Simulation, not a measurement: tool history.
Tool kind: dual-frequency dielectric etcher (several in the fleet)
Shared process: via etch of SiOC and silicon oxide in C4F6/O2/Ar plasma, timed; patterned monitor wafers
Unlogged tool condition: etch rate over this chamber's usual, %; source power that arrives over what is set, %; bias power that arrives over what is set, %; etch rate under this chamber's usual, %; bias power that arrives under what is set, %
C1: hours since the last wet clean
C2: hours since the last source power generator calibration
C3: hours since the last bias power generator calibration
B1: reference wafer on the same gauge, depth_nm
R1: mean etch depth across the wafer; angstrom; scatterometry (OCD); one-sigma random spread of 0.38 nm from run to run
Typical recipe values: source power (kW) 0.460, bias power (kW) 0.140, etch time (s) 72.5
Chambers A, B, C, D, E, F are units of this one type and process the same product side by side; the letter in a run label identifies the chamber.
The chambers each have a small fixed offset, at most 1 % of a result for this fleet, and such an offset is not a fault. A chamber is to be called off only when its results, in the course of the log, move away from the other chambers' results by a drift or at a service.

Run 1D, hour 10.6: usual settings; C1 269.4; C2 3297.4; C3 2257.8; B1 68.439. Result: R1 809.51 angstrom.
At hour 17.4: chamber F: wet clean of the chamber.
Run 2B, hour 21.2: usual settings; C1 46.6; C2 853.6; C3 1349.8; B1 68.424. Result: R1 796.44 angstrom.
Run 3E, hour 32.9: usual settings; C1 36.1; C2 1469.0; C3 3264.1; B1 68.429. Result: R1 802.16 angstrom.
Run 4F, hour 39.7: usual settings; C1 22.4; C2 3353.5; C3 1024.6; B1 68.370. Result: R1 803.38 angstrom.
Run 5C, hour 52.6: usual settings; C1 250.0; C2 597.3; C3 4137.3; B1 68.390. Result: R1 810.50 angstrom.
At hour 57.6: chamber A: wet clean of the chamber.
Run 6A, hour 62.1: usual settings; C1 4.5; C2 81.0; C3 1179.6; B1 68.422. Result: R1 793.73 angstrom.
Run 7F, hour 73.3: usual settings; C1 56.0; C2 3387.1; C3 1058.2; B1 68.400. Result: R1 807.17 angstrom.
At hour 81.9: chamber D: source power generator calibrated.
Run 8D, hour 82.1: usual settings; C1 340.9; C2 0.2; C3 2329.3; B1 68.437. Result: R1 804.68 angstrom.
At hour 90.8: chamber D: wet clean of the chamber.
Run 9E, hour 93.5: usual settings; C1 96.7; C2 1529.6; C3 3324.7; B1 68.394. Result: R1 796.97 angstrom.
Run 10A, hour 104.7: usual settings; C1 47.1; C2 123.6; C3 1222.2; B1 68.422. Result: R1 793.93 angstrom.
Run 11B, hour 116.6: usual settings but bias power (kW) 0.173; C1 142.0; C2 949.0; C3 1445.2; B1 68.320. Result: R1 849.93 angstrom.
Run 12C, hour 123.2: usual settings but bias power (kW) 0.173; C1 320.6; C2 667.9; C3 4207.9; B1 68.408. Result: R1 857.65 angstrom.
Run 13D, hour 133.9: usual settings but bias power (kW) 0.173; C1 43.1; C2 52.0; C3 2381.1; B1 68.364. Result: R1 864.20 angstrom.
At hour 137.1: chamber C: bias power generator calibrated.
Run 14E, hour 146.4: usual settings but bias power (kW) 0.173; C1 149.6; C2 1582.5; C3 3377.6; B1 68.460. Result: R1 847.97 angstrom.
Run 15C, hour 157.1: usual settings but bias power (kW) 0.173; C1 354.5; C2 701.8; C3 20.0; B1 68.406. Result: R1 853.59 angstrom.
Run 16A, hour 164.7: usual settings but bias power (kW) 0.173; C1 107.1; C2 183.6; C3 1282.2; B1 68.462. Result: R1 850.61 angstrom.
Run 17F, hour 172.7: usual settings; C1 155.4; C2 3486.5; C3 1157.6; B1 68.373. Result: R1 808.25 angstrom.
Run 18B, hour 180.9: usual settings; C1 206.3; C2 1013.3; C3 1509.5; B1 68.467. Result: R1 795.54 angstrom.
Run 19F, hour 194.1: usual settings; C1 176.8; C2 3507.9; C3 1179.0; B1 68.339. Result: R1 800.30 angstrom.
At hour 199.2: chamber C: wet clean of the chamber.
Run 20B, hour 201.5: usual settings; C1 226.9; C2 1033.9; C3 1530.1; B1 68.412. Result: R1 795.64 angstrom.
Run 21E, hour 208.0: usual settings but etch time (s) 80.0; C1 211.2; C2 1644.1; C3 3439.2; B1 68.406. Result: R1 879.96 angstrom.
Run 22D, hour 214.5: usual settings but etch time (s) 80.0; C1 123.7; C2 132.6; C3 2461.7; B1 68.398. Result: R1 885.20 angstrom.
Run 23C, hour 224.5: usual settings but etch time (s) 80.0; C1 25.4; C2 769.2; C3 87.4; B1 68.346. Result: R1 834.05 angstrom.
Run 24A, hour 232.3: usual settings but etch time (s) 80.0; C1 174.7; C2 251.2; C3 1349.8; B1 68.417. Result: R1 874.86 angstrom.
Run 25B, hour 243.1: usual settings but etch time (s) 80.0; C1 268.5; C2 1075.5; C3 1571.7; B1 68.302. Result: R1 877.49 angstrom.
Run 26F, hour 254.0: usual settings but etch time (s) 80.0; C1 236.7; C2 3567.8; C3 1238.9; B1 68.423. Result: R1 889.75 angstrom.
Run 27D, hour 265.6: usual settings; C1 174.8; C2 183.7; C3 2512.8; B1 68.360. Result: R1 803.56 angstrom.
Run 28A, hour 271.5: usual settings; C1 213.9; C2 290.4; C3 1389.0; B1 68.462. Result: R1 804.22 angstrom.
Run 29C, hour 283.1: usual settings; C1 84.0; C2 827.8; C3 146.0; B1 68.320. Result: R1 766.25 angstrom.
Run 30E, hour 294.5: usual settings; C1 297.7; C2 1730.6; C3 3525.7; B1 68.399. Result: R1 792.50 angstrom.
Run 31E, hour 306.6: usual settings; C1 309.8; C2 1742.7; C3 3537.8; B1 68.455. Result: R1 796.59 angstrom.
Run 32A, hour 312.6: usual settings; C1 255.0; C2 331.5; C3 1430.1; B1 68.434. Result: R1 790.72 angstrom.
Run 33D, hour 319.8: usual settings; C1 229.0; C2 237.9; C3 2567.0; B1 68.341. Result: R1 811.16 angstrom.
Run 34B, hour 325.7: usual settings; C1 351.1; C2 1158.1; C3 1654.3; B1 68.454. Result: R1 798.22 angstrom.
Run 35C, hour 334.7: usual settings but etch time (s) 82.5; C1 135.6; C2 879.4; C3 197.6; B1 68.414. Result: R1 856.85 angstrom.
Run 36F, hour 346.4: usual settings but etch time (s) 82.5; C1 329.1; C2 3660.2; C3 1331.3; B1 68.450. Result: R1 915.96 angstrom.
Run 37C, hour 353.6: usual settings but etch time (s) 82.5; C1 154.5; C2 898.3; C3 216.5; B1 68.364. Result: R1 872.39 angstrom.

All chambers now run identical settings, listed one chamber a line with results as question marks. What results will each chamber show?
Run 38A, hour 363.2: usual settings but source power (kW) 0.530. Result: R1 ?.
Run 38B, hour 363.2: usual settings but source power (kW) 0.530. Result: R1 ?.
Run 38C, hour 363.2: usual settings but source power (kW) 0.530. Result: R1 ?.
Run 38D, hour 363.2: usual settings but source power (kW) 0.530. Result: R1 ?.
Run 38E, hour 363.2: usual settings but source power (kW) 0.530. Result: R1 ?.
Run 38F, hour 363.2: usual settings but source power (kW) 0.530. Result: R1 ?.

run      R1
38A  842.62
38B  834.91
38C  807.49
38D  848.20
38E  831.66
38F  852.73
